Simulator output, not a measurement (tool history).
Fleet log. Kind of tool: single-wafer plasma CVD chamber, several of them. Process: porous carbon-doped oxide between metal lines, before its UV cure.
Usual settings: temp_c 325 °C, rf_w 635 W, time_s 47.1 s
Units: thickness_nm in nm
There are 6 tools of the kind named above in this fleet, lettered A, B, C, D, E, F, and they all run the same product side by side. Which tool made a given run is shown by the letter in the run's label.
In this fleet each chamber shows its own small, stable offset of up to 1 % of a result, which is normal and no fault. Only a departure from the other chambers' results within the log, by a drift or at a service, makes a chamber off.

run	hour	temp_c	rf_w	time_s	read-back reference wafer on the same gauge, thickness_nm	thickness_nm
1F	7.1	325	635	47.1	304.92	257.61
2B	15.9	325	635	47.1	305.13	257.18
3D	25.1	325	635	47.1	304.93	256.78
4A	34.6	325	635	47.1	305.00	258.74
5C	42.3	325	635	47.1	304.96	257.82
6E	50.6	325	635	47.1	304.99	254.90
# hour 55.8: chamber A: thermocouple changed; heater temperature recalibrated
7D	58.5	313	700	47.1	304.88	290.74
8C	66.6	313	700	47.1	305.14	291.96
9A	73.0	313	700	47.1	304.96	292.98
10E	82.2	313	700	47.1	304.94	289.12
11B	88.9	313	700	47.1	304.89	290.18
12F	98.8	313	700	47.1	304.97	290.84
13A	107.3	316	635	47.1	304.95	270.99
14F	114.6	316	635	47.1	305.04	267.99
15E	122.7	316	635	47.1	305.00	267.68
16D	127.1	316	635	47.1	304.94	268.96
17C	134.8	316	635	47.1	304.96	268.63
18B	141.7	316	635	47.1	305.12	268.18
19E	147.6	325	635	47.1	304.86	255.71
# hour 150.8: chamber E: RF generator calibrated
20D	154.6	325	635	47.1	304.87	257.27
21A	159.2	325	635	47.1	304.83	259.08
22C	164.3	325	635	47.1	305.00	255.96
23B	170.1	325	635	47.1	304.97	256.20
24F	178.8	325	635	47.1	305.00	257.27
25B	184.6	325	635	47.1	304.87	256.80
26C	190.0	325	635	47.1	304.97	256.14
27F	197.0	325	635	47.1	304.95	257.45
28E	205.6	325	635	47.1	304.98	254.90
29D	210.7	325	635	47.1	305.06	257.23
30A	219.2	325	635	47.1	304.86	259.37
31F	227.7	325	635	47.1	304.95	256.64
32D	236.7	325	635	47.1	305.20	257.71
33A	241.1	325	635	47.1	305.10	259.68
34B	246.2	325	635	47.1	305.00	256.53
35C	250.6	325	635	47.1	304.76	254.12
36E	259.2	325	635	47.1	305.08	255.33
37B	268.0	325	635	47.1	304.89	257.02
38E	272.6	325	635	47.1	304.90	255.45
39D	278.7	325	635	42.3	304.96	231.35

Predict what each chamber gives when all 6 of them run the settings below next.
40A	285.7	325	635	47.1		?
40B	285.7	325	635	47.1		?
40C	285.7	325	635	47.1		?
40D	285.7	325	635	47.1		?
40E	285.7	325	635	47.1		?
40F	285.7	325	635	47.1		?

run	thickness_nm
40A	259.07
40B	256.98
40C	253.26
40D	257.45
40E	255.61
40F	257.56
